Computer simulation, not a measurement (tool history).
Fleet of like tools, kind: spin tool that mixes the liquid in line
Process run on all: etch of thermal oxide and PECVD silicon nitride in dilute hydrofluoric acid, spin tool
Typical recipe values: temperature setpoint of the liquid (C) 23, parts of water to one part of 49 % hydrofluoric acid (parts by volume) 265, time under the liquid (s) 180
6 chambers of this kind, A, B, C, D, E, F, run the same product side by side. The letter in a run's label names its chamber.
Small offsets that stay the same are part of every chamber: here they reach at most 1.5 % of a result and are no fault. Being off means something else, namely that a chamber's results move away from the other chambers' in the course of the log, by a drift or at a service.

run   hour  temperature setpoint of the liquid (C)  parts of water to one part of 49 % hydrofluoric acid (parts by volume)  time under the liquid (s)  hours since the thermometer was replaced  hours since the hydrofluoric acid flow meter was replaced  read-back film thickness of the thermal oxide reference wafer, read on the same gauge (nm)  read-back film thickness of the PECVD silicon nitride reference wafer, read on the same gauge (nm)  thickness taken off the thermal oxide on a monitor wafer (angstrom)  thickness taken off the PECVD silicon nitride on a monitor wafer (angstrom)
 1F    8.3                                      23                                                                     265                        180                                     803.1                                                     1548.0                                                                                      40.016                                                                                              99.989                                                               24.938                                                                      10.8560
 2D   23.1                                      23                                                                     265                        180                                     986.4                                                      376.4                                                                                      40.003                                                                                             100.020                                                               24.830                                                                      10.7780
 3A   35.3                                      23                                                                     265                        180                                    2509.8                                                      475.8                                                                                      40.014                                                                                              99.992                                                               24.187                                                                      11.2360
 4B   46.7                                      23                                                                     265                        180                                    1376.3                                                      113.6                                                                                      40.018                                                                                             100.010                                                               24.689                                                                      11.4330
      47.6  -- chamber F: hydrofluoric acid flow meter replaced
 5E   56.9                                      23                                                                     265                        180                                     146.6                                                     1938.1                                                                                      40.027                                                                                              99.999                                                               24.261                                                                      11.2710
 6C   70.2                                      23                                                                     265                        180                                     386.6                                                      538.6                                                                                      40.017                                                                                              99.998                                                               24.903                                                                      11.3100
 7C   80.3                                      23                                                                     265                        180                                     396.7                                                      548.7                                                                                      40.008                                                                                              99.995                                                               25.211                                                                      11.2020
 8D   89.3                                      23                                                                     265                        180                                    1052.6                                                      442.6                                                                                      40.020                                                                                              99.998                                                               24.819                                                                      10.8410
 9E  105.7                                      23                                                                     265                        180                                     195.4                                                     1986.9                                                                                      40.013                                                                                              99.977                                                               24.696                                                                      11.1350
10B  115.4                                      23                                                                     265                        180                                    1445.0                                                      182.3                                                                                      40.010                                                                                             100.010                                                               24.675                                                                      11.2320
11F  132.0                                      23                                                                     265                        180                                     926.8                                                       84.5                                                                                      40.012                                                                                             100.010                                                               24.666                                                                      11.1230
12A  140.8                                      23                                                                     265                        180                                    2615.3                                                      581.3                                                                                      40.009                                                                                             100.010                                                               25.062                                                                      10.9710
     150.2  -- chamber F: thermometer replaced
13F  156.5                                      23                                                                     265                        180                                       6.3                                                      109.0                                                                                      40.007                                                                                              99.999                                                               24.578                                                                      10.7720
14C  169.8                                      23                                                                     265                        180                                     486.2                                                      638.2                                                                                      40.012                                                                                             100.010                                                               24.994                                                                      11.1490
15A  184.1                                      23                                                                     265                        180                                    2658.6                                                      624.6                                                                                      39.993                                                                                             100.020                                                               25.060                                                                      11.1580
16B  197.3                                      23                                                                     265                        180                                    1526.9                                                      264.2                                                                                      40.012                                                                                              99.984                                                               25.006                                                                      10.8370
17E  211.1                                      23                                                                     265                        180                                     300.8                                                     2092.3                                                                                      40.015                                                                                              99.981                                                               24.818                                                                      10.9230
18D  225.3                                      23                                                                     265                        180                                    1188.6                                                      578.6                                                                                      39.994                                                                                             100.020                                                               25.818                                                                      11.1010
19E  235.6                                      23                                                                     315                        180                                     325.3                                                     2116.8                                                                                      40.005                                                                                             100.000                                                               19.811                                                                       9.3644
20B  252.1                                      23                                                                     315                        180                                    1581.7                                                      319.0                                                                                      40.002                                                                                             100.000                                                               20.201                                                                       9.3495
21A  263.5                                      23                                                                     315                        180                                    2738.0                                                      704.0                                                                                      40.022                                                                                             100.010                                                               19.783                                                                       8.9469
22F  278.3                                      23                                                                     315                        180                                     128.1                                                      230.8                                                                                      39.998                                                                                             100.020                                                               19.870                                                                       9.3011
     283.0  -- chamber D: thermometer replaced
23D  286.8                                      23                                                                     315                        180                                       3.8                                                      640.1                                                                                      39.989                                                                                             100.020                                                               20.908                                                                       9.3720
24C  301.3                                      23                                                                     315                        180                                     617.7                                                      769.7                                                                                      39.996                                                                                             100.010                                                               19.999                                                                       9.4042
     314.3  -- chamber C: hydrofluoric acid flow meter replaced
25D  316.0                                      23                                                                     265                        180                                      33.0                                                      669.3                                                                                      40.007                                                                                             100.010                                                               26.841                                                                      11.8020
26F  327.0                                      23                                                                     265                        180                                     176.8                                                      279.5                                                                                      40.007                                                                                              99.975                                                               24.878                                                                      10.8880
27E  335.0                                      23                                                                     265                        180                                     424.7                                                     2216.2                                                                                      40.041                                                                                              99.997                                                               24.845                                                                      11.1340
28B  343.3                                      23                                                                     265                        180                                    1672.9                                                      410.2                                                                                      39.992                                                                                              99.998                                                               24.724                                                                      10.6220
     353.2  -- chamber C: thermometer replaced
29A  359.3                                      23                                                                     265                        180                                    2833.8                                                      799.8                                                                                      40.004                                                                                             100.010                                                               24.771                                                                      10.7260
     363.1  -- chamber B: hydrofluoric acid flow meter replaced
     366.7  -- chamber E: hydrofluoric acid flow meter replaced
30C  372.7                                      23                                                                     265                        180                                      19.5                                                       58.4                                                                                      40.005                                                                                              99.995                                                               24.875                                                                      10.9920
31C  386.0                                      23                                                                     265                        180                                      32.8                                                       71.7                                                                                      40.027                                                                                             100.000                                                               24.860                                                                      10.9220
32D  394.4                                      23                                                                     265                        180                                     111.4                                                      747.7                                                                                      40.010                                                                                              99.976                                                               27.723                                                                      11.4970
33F  405.1                                      23                                                                     140                        180                                     254.9                                                      357.6                                                                                      39.991                                                                                             100.010                                                               52.532                                                                      20.3790
34E  416.3                                      23                                                                     140                        180                                     506.0                                                       49.6                                                                                      40.025                                                                                             100.020                                                               54.091                                                                      20.4060
35B  429.2                                      23                                                                     140                        180                                    1758.8                                                       66.1                                                                                      39.978                                                                                             100.020                                                               54.250                                                                      20.8260
36A  442.2                                      23                                                                     140                        180                                    2916.7                                                      882.7                                                                                      39.978                                                                                             100.010                                                               53.367                                                                      20.7250
37F  457.3                                      23                                                                     140                        180                                     307.1                                                      409.8                                                                                      40.029                                                                                             100.020                                                               53.264                                                                      20.2400
38B  467.9                                      23                                                                     140                        180                                    1797.5                                                      104.8                                                                                      39.994                                                                                             100.000                                                               53.540                                                                      20.1290
     471.1  -- chamber E: thermometer replaced
39E  475.7                                      23                                                                     265                        180                                       4.7                                                      109.0                                                                                      40.007                                                                                              99.995                                                               24.620                                                                      10.8310
40C  484.7                                      23                                                                     265                        180                                     131.5                                                      170.4                                                                                      39.998                                                                                              99.994                                                               25.234                                                                      10.6820

Is one chamber off against the others, does the gauge drift, or is nothing wrong? If a chamber is off, say which, and what the likeliest cause is.

Little by little, chamber D moves away from the other chambers.
What lies behind it: hydrofluoric acid flow above the setpoint (%) = 12.5.

Which of the 4 candidates below, each the usual settings with something changed and its results left as question marks, puts chamber D back in line with what the other chambers give on the usual settings?
A result is in line if it is within this distance of the other chambers' mean on the usual settings: thickness taken off the thermal oxide on a monitor wafer (angstrom) 0.920; thickness taken off the PECVD silicon nitride on a monitor wafer (angstrom) 0.7800
41D-1  496.6                                    21.5                                                                     215                        190                                                                                                                                                                                                                                                                                                                                                                         ?                                                                            ?
41D-2  496.6                                    22.5                                                                     240                        190                                                                                                                                                                                                                                                                                                                                                                         ?                                                                            ?
41D-3  496.6                                    23.5                                                                     290                        170                                                                                                                                                                                                                                                                                                                                                                         ?                                                                            ?
41D-4  496.6                                    24.0                                                                     315                        165                                                                                                                                                                                                                                                                                                                                                                         ?                                                                            ?

The other chambers' mean on the usual settings: thickness taken off the thermal oxide on a monitor wafer (angstrom) 24.739; thickness taken off the PECVD silicon nitride on a monitor wafer (angstrom) 11.0250
  run  thickness taken off the thermal oxide on a monitor wafer (angstrom)  thickness taken off the PECVD silicon nitride on a monitor wafer (angstrom)
41D-1                                                               37.495                                                                      14.7120
41D-2                                                               34.017                                                                      14.0600
41D-3                                                               24.888                                                                      11.0880
41D-4                                                               22.110                                                                      10.2170
Change 41D-3 lands the chamber within the allowed miss of the other chambers.
